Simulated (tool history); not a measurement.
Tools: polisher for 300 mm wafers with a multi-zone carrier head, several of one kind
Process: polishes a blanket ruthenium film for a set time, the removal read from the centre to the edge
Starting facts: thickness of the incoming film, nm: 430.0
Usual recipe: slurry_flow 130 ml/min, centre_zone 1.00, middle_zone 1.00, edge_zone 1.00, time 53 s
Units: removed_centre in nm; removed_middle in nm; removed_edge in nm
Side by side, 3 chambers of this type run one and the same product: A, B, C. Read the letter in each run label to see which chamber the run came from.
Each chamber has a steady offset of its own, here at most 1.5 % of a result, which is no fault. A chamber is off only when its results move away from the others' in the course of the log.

run	hour	slurry_flow	centre_zone	middle_zone	edge_zone	time	wafers polished on this pad	hours since the slurry nozzle was cleaned	hours since the centre zone pressure was calibrated	hours since the edge zone pressure was calibrated	removed_centre	removed_middle	removed_edge
1B	6.5	130	1.00	1.00	1.00	53	379	176.8	833.8	474.5	46.859	47.517	46.368
2C	10.9	130	1.00	1.00	1.00	53	684	316.5	178.1	671.5	46.825	46.659	46.992
3A	18.6	130	1.00	1.00	1.00	53	432	539.3	374.3	305.3	46.676	47.112	46.960
4B	25.2	130	1.00	1.00	1.00	53	631	195.5	852.5	493.2	47.310	47.333	46.304
5C	30.0	130	1.00	1.00	1.00	53	941	335.6	197.2	690.6	48.590	46.166	47.389
6A	37.6	130	1.00	1.00	1.00	53	687	558.3	393.3	324.3	46.429	47.136	46.542
7C	42.5	130	1.00	1.00	1.00	53	1109	348.1	209.7	703.1	48.374	46.752	47.299
# hour 48.1: chamber B: worn pad replaced by a new one
8B	48.5	130	1.00	0.94	1.11	53	5	218.8	875.8	516.5	47.469	44.365	49.926
# hour 51.2: chamber A: worn pad replaced by a new one
9A	54.3	130	1.00	0.94	1.11	53	42	575.0	410.0	341.0	48.511	44.683	49.619
# hour 60.1: chamber A: slurry nozzle cleaned
# hour 60.9: chamber B: slurry nozzle cleaned
10C	62.1	130	1.00	0.94	1.11	53	1373	367.7	229.3	722.7	46.292	43.471	50.140
# hour 69.1: chamber C: worn pad replaced by a new one
11A	69.9	130	1.00	1.00	1.00	35	252	9.8	425.6	356.6	31.422	30.928	31.292
12B	74.9	130	1.00	1.00	1.00	35	360	14.1	902.2	542.9	31.441	31.447	30.799
13B	80.0	130	1.00	1.00	1.00	35	429	19.2	907.3	548.0	30.829	30.908	30.757
14A	86.4	130	1.00	1.00	1.00	53	474	26.3	442.1	373.1	46.098	47.978	46.673
15C	94.5	130	1.00	1.00	1.00	53	342	400.1	261.7	755.1	46.971	46.561	47.940
16A	102.5	130	1.00	1.00	1.00	53	690	42.4	458.2	389.2	46.483	47.012	47.787
# hour 106.8: chamber B: edge zone pressure recalibrated
17C	110.0	130	1.00	1.00	1.00	53	550	415.6	277.2	770.6	47.157	46.469	47.204
# hour 116.0: chamber A: worn pad replaced by a new one
18B	117.3	130	1.00	1.00	1.00	53	930	56.5	944.6	10.5	46.293	47.771	45.555
19A	124.0	130	1.00	1.00	1.00	53	107	63.9	479.7	410.7	46.252	47.519	47.841
# hour 126.0: chamber B: worn pad replaced by a new one
20C	129.7	130	1.00	1.00	1.00	53	815	435.3	296.9	790.3	47.438	46.538	47.328
# hour 134.2: chamber A: edge zone pressure recalibrated
# hour 135.2: chamber B: centre zone pressure recalibrated
21B	135.7	130	1.00	1.00	1.00	53	130	74.9	0.5	28.9	43.207	47.051	47.131
22C	143.3	130	1.00	1.00	1.00	53	998	448.9	310.5	803.9	46.804	46.570	47.219
23B	148.8	130	1.00	1.00	1.00	53	306	88.0	13.6	42.0	42.978	46.852	46.326
24A	154.0	130	1.00	1.00	1.00	53	511	93.9	509.7	19.9	47.226	46.957	46.592
25C	160.1	130	1.00	1.00	1.00	53	1224	465.7	327.3	820.7	47.291	46.799	46.908
26B	163.9	130	1.00	1.00	1.00	53	509	103.1	28.7	57.1	41.664	46.815	46.886
27A	168.4	130	1.00	1.00	1.00	53	704	108.3	524.1	34.3	47.307	47.200	47.294
# hour 173.6: chamber A: worn pad replaced by a new one
28C	175.2	130	1.00	1.00	1.00	53	1427	480.8	342.4	835.8	47.922	46.750	46.849
29A	180.2	130	1.00	1.00	1.00	53	88	120.1	535.9	46.1	46.728	47.601	46.969
# hour 181.0: chamber C: worn pad replaced by a new one
30B	186.5	130	1.00	1.00	1.00	53	813	125.7	51.3	79.7	42.285	47.660	47.270
31B	193.7	130	1.00	1.00	1.00	53	910	132.9	58.5	86.9	42.293	47.504	46.620
32A	199.6	130	1.00	1.00	1.00	53	349	139.5	555.3	65.5	47.956	47.581	47.517
33C	206.2	130	1.00	1.00	1.00	53	339	511.8	373.4	866.8	47.599	47.452	47.336
34C	213.6	130	1.00	1.00	1.00	53	439	519.2	380.8	874.2	47.894	46.949	47.040
# hour 218.5: chamber B: worn pad replaced by a new one
35A	219.5	130	1.00	1.00	0.95	70	617	159.4	575.2	85.4	64.514	62.263	59.929
36B	223.0	130	1.00	1.00	0.95	70	61	162.2	87.8	116.2	57.132	61.922	60.080
37B	228.5	130	1.00	1.00	0.95	70	135	167.7	93.3	121.7	55.664	62.687	60.193
38A	232.8	130	1.00	1.00	1.00	53	796	172.7	588.5	98.7	48.361	46.318	47.313
39C	240.0	130	1.05	1.00	1.11	53	794	545.6	407.2	900.6	50.616	46.896	50.738
# hour 244.3: chamber A: worn pad replaced by a new one
40C	245.6	130	1.05	1.00	1.11	53	869	551.2	412.8	906.2	50.329	46.300	50.120
41A	249.5	130	1.05	1.00	1.11	53	70	189.4	605.2	115.4	49.322	47.336	49.745
# hour 252.3: chamber C: edge zone pressure recalibrated
42B	255.6	130	1.00	1.00	1.00	53	499	194.8	120.4	148.8	42.150	46.588	46.582
43B	261.0	130	1.00	1.00	1.00	53	572	200.2	125.8	154.2	41.989	47.189	47.518
44C	267.7	130	1.00	1.00	1.00	53	1166	573.3	434.9	15.4	46.739	46.513	47.092

One chamber off, gauge drift, or nothing amiss beyond the chambers' own small offsets? If it is a chamber, which one, and what is the likeliest cause?

Chamber B has stood off from the others ever since a service on it.
Cause: centre zone's pressure below its setpoint, % = 9.19.

Below are 4 candidate recipes for chamber B's next run, each the usual settings with a change, their results shown as question marks. Which of them brings B's results back in line with what the other chambers give on the usual settings?
To be in line, a result may differ from the other chambers' mean on the usual settings by at most: removed_centre 2.300 nm; removed_middle 1.300 nm; removed_edge 1.800 nm
45B-1	273.6	135	1.08	0.97	0.98	54					?	?	?
45B-2	273.6	125	0.92	1.03	1.02	52					?	?	?
45B-3	273.6	140	1.16	0.94	0.96	54					?	?	?
45B-4	273.6	120	0.84	1.06	1.04	52					?	?	?

Usual-settings mean across the other chambers: removed_centre 47.357 nm; removed_middle 46.912 nm; removed_edge 47.262 nm
run	removed_centre	removed_middle	removed_edge
45B-1	47.767	47.458	47.645
45B-2	37.913	47.500	46.281
45B-3	52.025	46.457	47.403
45B-4	33.936	48.327	46.444
45B-1 brings the chamber back in line.
